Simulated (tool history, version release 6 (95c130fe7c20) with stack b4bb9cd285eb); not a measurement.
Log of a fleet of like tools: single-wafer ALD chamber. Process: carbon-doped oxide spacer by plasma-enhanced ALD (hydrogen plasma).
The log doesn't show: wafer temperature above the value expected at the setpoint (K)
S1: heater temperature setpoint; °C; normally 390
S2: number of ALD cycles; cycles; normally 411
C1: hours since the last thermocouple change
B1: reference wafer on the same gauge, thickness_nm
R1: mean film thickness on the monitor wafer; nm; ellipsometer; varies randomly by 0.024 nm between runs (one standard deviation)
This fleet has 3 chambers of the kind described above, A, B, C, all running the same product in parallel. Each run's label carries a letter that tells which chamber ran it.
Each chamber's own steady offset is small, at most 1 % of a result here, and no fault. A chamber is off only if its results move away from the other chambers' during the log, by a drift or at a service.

| run | hour | S1 | S2 | C1 | B1 | R1 |
|---|---|---|---|---|---|---|
| 1B | 7.2 | 390 | 411 | 672.8 | 23.399 | 20.588 |
| 2C | 15.6 | 390 | 411 | 2041.1 | 23.393 | 20.372 |
| 3A | 21.4 | 390 | 411 | 1766.1 | 23.392 | 20.358 |
| 4C | 25.4 | 390 | 411 | 2050.9 | 23.386 | 20.377 |
| 5B | 31.6 | 390 | 411 | 697.2 | 23.392 | 20.593 |
| 6A | 37.9 | 390 | 411 | 1782.6 | 23.381 | 20.345 |
| 7C | 45.4 | 390 | 411 | 2070.9 | 23.373 | 20.396 |
| 8A | 52.4 | 390 | 411 | 1797.1 | 23.372 | 20.288 |
| 9B | 58.4 | 390 | 411 | 724.0 | 23.370 | 20.581 |
| 10C | 66.3 | 390 | 411 | 2091.8 | 23.364 | 20.381 |
| 11B | 72.1 | 390 | 411 | 737.7 | 23.357 | 20.557 |
| 12A | 77.6 | 390 | 411 | 1822.3 | 23.358 | 20.309 |
| 13C | 81.6 | 390 | 411 | 2107.1 | 23.355 | 20.323 |
| 14B | 89.2 | 390 | 411 | 754.8 | 23.351 | 20.550 |
| 15A | 93.3 | 390 | 411 | 1838.0 | 23.357 | 20.282 |
| 16C | 97.6 | 390 | 411 | 2123.1 | 23.349 | 20.328 |
| 17A | 103.0 | 390 | 411 | 1847.7 | 23.349 | 20.282 |
| 18B | 107.5 | 390 | 411 | 773.1 | 23.340 | 20.544 |
| 19C | 113.9 | 390 | 411 | 2139.4 | 23.337 | 20.346 |
| 20B | 118.9 | 390 | 411 | 784.5 | 23.337 | 20.562 |
| 21A | 125.6 | 390 | 411 | 1870.3 | 23.336 | 20.280 |
| 22C | 131.5 | 390 | 411 | 2157.0 | 23.329 | 20.338 |
| 23A | 140.1 | 390 | 411 | 1884.8 | 23.327 | 20.284 |
| 24B | 146.3 | 390 | 411 | 811.9 | 23.327 | 20.558 |
| 25C | 153.0 | 390 | 411 | 2178.5 | 23.323 | 20.307 |
| 26B | 158.1 | 390 | 411 | 823.7 | 23.325 | 20.522 |
| 27A | 166.2 | 390 | 411 | 1910.9 | 23.313 | 20.247 |
| 28A | 170.4 | 390 | 411 | 1915.1 | 23.315 | 20.298 |
| 29B | 174.4 | 390 | 411 | 840.0 | 23.303 | 20.557 |
| 30C | 179.2 | 390 | 411 | 2204.7 | 23.302 | 20.347 |
| 31C | 184.4 | 390 | 411 | 2209.9 | 23.293 | 20.321 |
| 32A | 190.8 | 390 | 411 | 1935.5 | 23.306 | 20.300 |
|  | 197.6 | chamber C: thermocouple changed; heater temperature recalibrated |
| 33B | 198.6 | 390 | 411 | 864.2 | 23.306 | 20.502 |
| 34C | 204.5 | 390 | 411 | 7.0 | 23.295 | 20.313 |
| 35A | 208.5 | 390 | 411 | 1953.2 | 23.289 | 20.287 |

Next, every chamber runs the same settings. What will each give?
| 36A | 214.8 | 390 | 366 |  |  | ? |
| 36B | 214.8 | 390 | 366 |  |  | ? |
| 36C | 214.8 | 390 | 366 |  |  | ? |

| run | R1 |
|---|---|
| 36A | 18.052 |
| 36B | 18.268 |
| 36C | 18.055 |
